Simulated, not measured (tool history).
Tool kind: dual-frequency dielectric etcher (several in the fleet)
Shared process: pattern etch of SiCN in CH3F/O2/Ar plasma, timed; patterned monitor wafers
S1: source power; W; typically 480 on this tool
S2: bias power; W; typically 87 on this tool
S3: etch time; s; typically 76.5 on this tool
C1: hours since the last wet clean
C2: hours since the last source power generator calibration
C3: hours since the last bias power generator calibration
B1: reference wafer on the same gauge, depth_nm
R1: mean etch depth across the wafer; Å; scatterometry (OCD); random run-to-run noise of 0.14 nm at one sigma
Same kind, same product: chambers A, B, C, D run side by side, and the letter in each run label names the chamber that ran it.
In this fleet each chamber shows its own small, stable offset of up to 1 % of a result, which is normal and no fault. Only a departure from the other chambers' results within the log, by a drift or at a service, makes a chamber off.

run,hour,S1,S2,S3,C1,C2,C3,B1,R1
1A,6.1,480,87,76.5,273.9,4009.3,287.7,33.716,326.59
2C,12.3,480,87,76.5,256.4,2872.8,4022.3,33.671,325.43
3B,16.9,480,87,76.5,303.9,1835.2,380,33.736,328.45
4D,26,480,87,76.5,66.6,1441.3,1152.8,33.714,331.16
5B,35.1,480,87,76.5,322.1,1853.4,398.2,33.704,328.8
6A,42,480,87,76.5,309.8,4045.2,323.6,33.712,325.23
7C,46.8,480,87,76.5,290.9,2907.3,4056.8,33.723,326.43
8D,52.6,480,87,76.5,93.2,1467.9,1179.4,33.721,327.92
9A,57.9,480,87,76.5,325.7,4061.1,339.5,33.698,327.1
10B,67.7,480,87,76.5,354.7,1886,430.8,33.738,328.52
11C,75.5,480,77,76.5,319.6,2936,4085.5,33.648,313.01
# hour 81.2: chamber B: wet clean of the chamber
12D,81.3,480,77,76.5,121.9,1496.6,1208.1,33.708,313.99
13D,90.4,480,77,76.5,131,1505.7,1217.2,33.723,316.33
14A,99.8,480,77,76.5,367.6,4103,381.4,33.692,312.1
15C,107.2,480,87,76.5,351.3,2967.7,4117.2,33.689,325.9
16B,115.7,480,87,76.5,34.5,1934,478.8,33.687,329
17D,124.5,480,87,76.5,165.1,1539.8,1251.3,33.698,330.49
18C,129.5,480,87,76.5,373.6,2990,4139.5,33.71,326.17
19B,137.7,400,72,76.5,56.5,1956,500.8,33.712,290.36
20A,146.8,400,72,76.5,414.6,4150,428.4,33.712,286.99
21B,156.3,400,72,76.5,75.1,1974.6,519.4,33.725,287.05
22C,160.9,400,72,76.5,405,3021.4,4170.9,33.711,283.96
# hour 161.5: chamber A: wet clean of the chamber
23A,168.5,480,87,76.5,7.1,4171.7,450.1,33.696,326.36
# hour 171.3: chamber C: wet clean of the chamber
24D,178.9,480,87,76.5,219.5,1594.2,1305.7,33.679,329.92
25C,184,480,87,76.5,12.7,3044.5,4194,33.723,313.02
26A,190.2,480,87,76.5,28.8,4193.4,471.8,33.708,328.03
27B,199.9,480,87,76.5,118.7,2018.2,563,33.69,330.28
28D,210,480,87,76.5,250.6,1625.3,1336.8,33.685,330.85
29B,217.6,480,87,76.5,136.4,2035.9,580.7,33.707,329.22
30D,227.7,480,87,76.5,268.3,1643,1354.5,33.691,330.63
31C,236.7,480,87,76.5,65.4,3097.2,4246.7,33.704,312.92
32A,243.1,420,106,76.5,81.7,4246.3,524.7,33.701,331.76
33B,251.6,420,106,76.5,170.4,2069.9,614.7,33.708,337.82
34C,261.2,420,106,76.5,89.9,3121.7,4271.2,33.733,323.67
35A,270.3,420,106,76.5,108.9,4273.5,551.9,33.708,334.33
36D,277.3,480,87,76.5,317.9,1692.6,1404.1,33.711,329.66
37B,284.8,480,87,76.5,203.6,2103.1,647.9,33.707,332.17
38D,291.4,480,87,76.5,332,1706.7,1418.2,33.706,331.11
39A,300.8,480,87,76.5,139.4,4304,582.4,33.701,327.79
40C,305.5,480,87,76.5,134.2,3166,4315.5,33.698,314.63
41A,312.7,480,87,76.5,151.3,4315.9,594.3,33.708,327.27
42B,321.5,480,87,76.5,240.3,2139.8,684.6,33.7,330.6

One chamber off, gauge drift, or nothing amiss beyond the chambers' own small offsets? If it is a chamber, which one, and what is the likeliest cause?

Chamber C came out of a service off from its peers and stayed that way.
What lies behind it: etch rate under this chamber's usual, % = 4.02.

Chamber C could run next with any of the 4 candidate recipes listed below; each alters the usual settings, and their results appear as question marks. Which one brings its results back in line with what the other chambers deliver on the usual settings?
In line means no further than this from the other chambers' mean on the usual settings: R1 4.8 Å
43C-1,329,480,69,76.5,,,,,?
43C-2,329,480,86,73.5,,,,,?
43C-3,329,480,88,79.5,,,,,?
43C-4,329,540,98,76.5,,,,,?

Other chambers, usual settings, mean: R1 329.19 Å
run,R1
43C-1,289.21
43C-2,300.42
43C-3,327.66
43C-4,342.87
Change 43C-3 lands the chamber within the allowed miss of the other chambers.
